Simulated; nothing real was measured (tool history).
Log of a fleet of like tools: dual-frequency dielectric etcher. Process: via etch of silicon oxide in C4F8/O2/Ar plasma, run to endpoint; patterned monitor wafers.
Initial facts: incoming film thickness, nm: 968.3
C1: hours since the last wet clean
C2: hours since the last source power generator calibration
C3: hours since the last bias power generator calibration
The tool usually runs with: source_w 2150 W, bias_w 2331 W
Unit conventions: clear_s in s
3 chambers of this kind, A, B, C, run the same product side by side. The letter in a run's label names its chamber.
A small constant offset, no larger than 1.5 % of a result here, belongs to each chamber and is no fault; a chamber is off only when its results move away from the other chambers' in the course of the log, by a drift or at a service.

{"run": "1C", "hour": 2.3, "source_w": 2150, "bias_w": 2331, "C1": 425.1, "C2": 4276.7, "C3": 1042.0, "clear_s": 178.86}
{"run": "2B", "hour": 6.3, "source_w": 2150, "bias_w": 2331, "C1": 260.0, "C2": 1387.8, "C3": 2444.2, "clear_s": 179.13}
{"run": "3A", "hour": 10.1, "source_w": 2150, "bias_w": 2331, "C1": 198.8, "C2": 1199.5, "C3": 3297.1, "clear_s": 177.93}
{"run": "4B", "hour": 12.6, "source_w": 2150, "bias_w": 2331, "C1": 266.3, "C2": 1394.1, "C3": 2450.5, "clear_s": 180.38}
{"run": "5A", "hour": 16.5, "source_w": 2150, "bias_w": 2331, "C1": 205.2, "C2": 1205.9, "C3": 3303.5, "clear_s": 179.09}
{"run": "6C", "hour": 19.9, "source_w": 2150, "bias_w": 2331, "C1": 442.7, "C2": 4294.3, "C3": 1059.6, "clear_s": 175.4}
{"run": "7A", "hour": 22.9, "source_w": 1850, "bias_w": 1958, "C1": 211.6, "C2": 1212.3, "C3": 3309.9, "clear_s": 200.28}
{"run": "8B", "hour": 26.1, "source_w": 1850, "bias_w": 1958, "C1": 279.8, "C2": 1407.6, "C3": 2464.0, "clear_s": 201.7}
{"run": "9C", "hour": 29.0, "source_w": 1850, "bias_w": 1958, "C1": 451.8, "C2": 4303.4, "C3": 1068.7, "clear_s": 198.67}
{"run": "10A", "hour": 32.8, "source_w": 2150, "bias_w": 2331, "C1": 221.5, "C2": 1222.2, "C3": 3319.8, "clear_s": 179.98}
{"run": "11B", "hour": 37.1, "source_w": 2150, "bias_w": 2331, "C1": 290.8, "C2": 1418.6, "C3": 2475.0, "clear_s": 180.19}
{"run": "12C", "hour": 39.6, "source_w": 2150, "bias_w": 2331, "C1": 462.4, "C2": 4314.0, "C3": 1079.3, "clear_s": 180.97}
{"run": "13A", "hour": 44.1, "source_w": 2150, "bias_w": 2331, "C1": 232.8, "C2": 1233.5, "C3": 3331.1, "clear_s": 178.64}
{"run": "14C", "hour": 48.7, "source_w": 2150, "bias_w": 2331, "C1": 471.5, "C2": 4323.1, "C3": 1088.4, "clear_s": 178.02}
{"run": "15B", "hour": 50.9, "source_w": 2150, "bias_w": 2331, "C1": 304.6, "C2": 1432.4, "C3": 2488.8, "clear_s": 182.45}
{"run": "16A", "hour": 55.3, "source_w": 2150, "bias_w": 2331, "C1": 244.0, "C2": 1244.7, "C3": 3342.3, "clear_s": 178.12}
{"run": "17C", "hour": 59.1, "source_w": 2150, "bias_w": 2331, "C1": 481.9, "C2": 4333.5, "C3": 1098.8, "clear_s": 176.94}
{"run": "18B", "hour": 62.8, "source_w": 2150, "bias_w": 2331, "C1": 316.5, "C2": 1444.3, "C3": 2500.7, "clear_s": 179.72}
{"hour": 63.0, "done": "chamber B: wet clean of the chamber"}
{"run": "19C", "hour": 65.4, "source_w": 2150, "bias_w": 2331, "C1": 488.2, "C2": 4339.8, "C3": 1105.1, "clear_s": 177.01}
{"run": "20A", "hour": 68.0, "source_w": 2430, "bias_w": 2836, "C1": 256.7, "C2": 1257.4, "C3": 3355.0, "clear_s": 160.58}
{"run": "21B", "hour": 72.2, "source_w": 2430, "bias_w": 2836, "C1": 9.3, "C2": 1453.7, "C3": 2510.1, "clear_s": 169.41}
{"run": "22B", "hour": 76.4, "source_w": 2430, "bias_w": 2836, "C1": 13.5, "C2": 1457.9, "C3": 2514.3, "clear_s": 170.69}
{"run": "23C", "hour": 80.0, "source_w": 2150, "bias_w": 2331, "C1": 502.8, "C2": 4354.4, "C3": 1119.7, "clear_s": 176.87}
{"run": "24A", "hour": 83.9, "source_w": 2150, "bias_w": 2331, "C1": 272.6, "C2": 1273.3, "C3": 3370.9, "clear_s": 178.55}
{"run": "25A", "hour": 87.1, "source_w": 2150, "bias_w": 2331, "C1": 275.8, "C2": 1276.5, "C3": 3374.1, "clear_s": 177.79}
{"run": "26B", "hour": 91.0, "source_w": 2150, "bias_w": 2331, "C1": 28.1, "C2": 1472.5, "C3": 2528.9, "clear_s": 187.91}
{"run": "27C", "hour": 94.5, "source_w": 2150, "bias_w": 2331, "C1": 517.3, "C2": 4368.9, "C3": 1134.2, "clear_s": 177.87}
{"run": "28A", "hour": 97.4, "source_w": 2150, "bias_w": 2331, "C1": 286.1, "C2": 1286.8, "C3": 3384.4, "clear_s": 179.48}
{"run": "29C", "hour": 101.0, "source_w": 2150, "bias_w": 2331, "C1": 523.8, "C2": 4375.4, "C3": 1140.7, "clear_s": 177.39}
{"run": "30B", "hour": 105.1, "source_w": 2150, "bias_w": 2331, "C1": 42.2, "C2": 1486.6, "C3": 2543.0, "clear_s": 188.73}
{"run": "31A", "hour": 108.8, "source_w": 1690, "bias_w": 2331, "C1": 297.5, "C2": 1298.2, "C3": 3395.8, "clear_s": 196.13}
{"run": "32B", "hour": 113.6, "source_w": 1690, "bias_w": 2331, "C1": 50.7, "C2": 1495.1, "C3": 2551.5, "clear_s": 208.89}
{"run": "33C", "hour": 115.8, "source_w": 1690, "bias_w": 2331, "C1": 538.6, "C2": 4390.2, "C3": 1155.5, "clear_s": 195.7}
{"run": "34C", "hour": 119.6, "source_w": 2150, "bias_w": 2331, "C1": 542.4, "C2": 4394.0, "C3": 1159.3, "clear_s": 178.59}
{"run": "35B", "hour": 122.0, "source_w": 2150, "bias_w": 2331, "C1": 59.1, "C2": 1503.5, "C3": 2559.9, "clear_s": 188.19}
{"run": "36A", "hour": 126.0, "source_w": 2150, "bias_w": 2331, "C1": 314.7, "C2": 1315.4, "C3": 3413.0, "clear_s": 179.39}
{"run": "37B", "hour": 129.4, "source_w": 2150, "bias_w": 2331, "C1": 66.5, "C2": 1510.9, "C3": 2567.3, "clear_s": 188.49}
{"run": "38C", "hour": 133.5, "source_w": 2150, "bias_w": 2331, "C1": 556.3, "C2": 4407.9, "C3": 1173.2, "clear_s": 177.78}

Next, every chamber runs the same settings. What will each give?
{"run": "39A", "hour": 136.9, "source_w": 2150, "bias_w": 1778, "clear_s": "?"}
{"run": "39B", "hour": 136.9, "source_w": 2150, "bias_w": 1778, "clear_s": "?"}
{"run": "39C", "hour": 136.9, "source_w": 2150, "bias_w": 1778, "clear_s": "?"}

run=39A clear_s=193.90
run=39B clear_s=204.73
run=39C clear_s=193.88

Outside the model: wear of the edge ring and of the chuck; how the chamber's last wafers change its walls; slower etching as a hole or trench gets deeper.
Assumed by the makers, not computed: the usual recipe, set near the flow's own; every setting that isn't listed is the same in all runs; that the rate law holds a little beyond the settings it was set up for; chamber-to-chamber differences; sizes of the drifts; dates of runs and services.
